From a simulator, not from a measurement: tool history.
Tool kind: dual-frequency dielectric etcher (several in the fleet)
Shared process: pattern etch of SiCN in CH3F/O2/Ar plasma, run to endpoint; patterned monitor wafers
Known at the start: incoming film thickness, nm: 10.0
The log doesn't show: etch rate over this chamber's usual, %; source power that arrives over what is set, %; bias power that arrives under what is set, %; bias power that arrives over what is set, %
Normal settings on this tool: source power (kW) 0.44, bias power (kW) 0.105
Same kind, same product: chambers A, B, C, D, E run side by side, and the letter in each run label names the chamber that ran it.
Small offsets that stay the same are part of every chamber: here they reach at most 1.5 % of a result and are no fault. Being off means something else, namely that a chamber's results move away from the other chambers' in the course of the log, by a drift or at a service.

run,hour,source power (kW),bias power (kW),hours since the last wet clean,hours since the last source power generator calibration,hours since the last bias power generator calibration,endpoint time (s)
1E,5.3,0.44,0.105,583.1,4438.3,4106.5,22.543
2D,10.3,0.44,0.105,298,2454,1475.4,21.96
3C,19.4,0.44,0.105,346.7,2271.7,353.2,22.405
# hour 20.1: chamber B: wet clean of the chamber
4A,25.5,0.44,0.105,370.5,716.2,866.3,22.525
# hour 33.5: chamber E: wet clean of the chamber
5B,35.6,0.44,0.105,15.6,730.3,2613.7,22.234
# hour 44.2: chamber C: wet clean of the chamber
6D,45.6,0.44,0.105,333.3,2489.3,1510.7,22.266
7A,50.3,0.44,0.105,395.3,741,891.1,22.569
8C,59.4,0.44,0.105,15.3,2311.7,393.2,22.375
9B,66.9,0.44,0.105,46.9,761.6,2645,22.367
10E,72.8,0.44,0.105,39.4,4505.8,4174,22.6
11C,82.4,0.44,0.105,38.3,2334.7,416.2,22.386
12D,87,0.44,0.105,374.7,2530.7,1552.1,21.886
13E,95.3,0.44,0.105,61.9,4528.3,4196.5,22.72
14A,102.9,0.44,0.087,447.9,793.6,943.7,24.077
15B,107.7,0.44,0.087,87.7,802.4,2685.8,24.28
16A,114.4,0.44,0.087,459.4,805.1,955.2,24.384
17E,119.7,0.44,0.087,86.3,4552.7,4220.9,24.155
18D,128.2,0.44,0.087,415.9,2571.9,1593.3,23.512
19B,133.1,0.44,0.13,113.1,827.8,2711.2,20.684
# hour 135.1: chamber E: source power generator calibrated
20C,141.1,0.44,0.13,97,2393.4,474.9,20.967
21C,147.7,0.44,0.13,103.6,2400,481.5,20.562
# hour 153: chamber E: bias power generator calibrated
# hour 156.4: chamber D: wet clean of the chamber
22A,157.8,0.44,0.13,502.8,848.5,998.6,20.667
23B,163.9,0.44,0.13,143.9,858.6,2742,20.631
24E,173.5,0.39,0.094,140.1,38.4,20.6,24.626
25D,182.3,0.39,0.094,26,2626,1647.4,24.179
26B,191.7,0.39,0.094,171.7,886.4,2769.8,24.566
27A,198.4,0.39,0.094,543.4,889.1,1039.2,24.64
28C,206.9,0.39,0.094,162.8,2459.2,540.7,24.206
29D,216.5,0.44,0.105,60.2,2660.2,1681.6,22.024
30E,226,0.44,0.105,192.6,90.9,73.1,22.6
31D,231.6,0.44,0.105,75.3,2675.3,1696.7,22.015
32A,241,0.44,0.105,586,931.7,1081.8,22.658
33C,247.4,0.44,0.105,203.3,2499.7,581.2,22.577
34E,252.3,0.44,0.105,218.9,117.2,99.4,22.465
35B,262,0.36,0.124,242,956.7,2840.1,22.415
# hour 263: chamber C: source power generator calibrated
36C,267.3,0.36,0.124,223.2,4.3,601.1,22.631
37E,273.3,0.36,0.124,239.9,138.2,120.4,22.725
38A,280.9,0.36,0.124,625.9,971.6,1121.7,22.716
39B,286.9,0.36,0.124,266.9,981.6,2865,22.563
40D,296.7,0.44,0.105,140.4,2740.4,1761.8,22.222
41A,303.6,0.37,0.105,648.6,994.3,1144.4,24.034
42B,309.8,0.37,0.105,289.8,1004.5,2887.9,23.998
43D,314.4,0.37,0.105,158.1,2758.1,1779.5,23.582

Is one chamber out of step, is the gauge drifting, or do the chambers differ by no more than their own small offsets? For an off chamber, give its letter and the likeliest cause.

No chamber is off and the gauge is stable; the differences are just each chamber's small, constant offset.
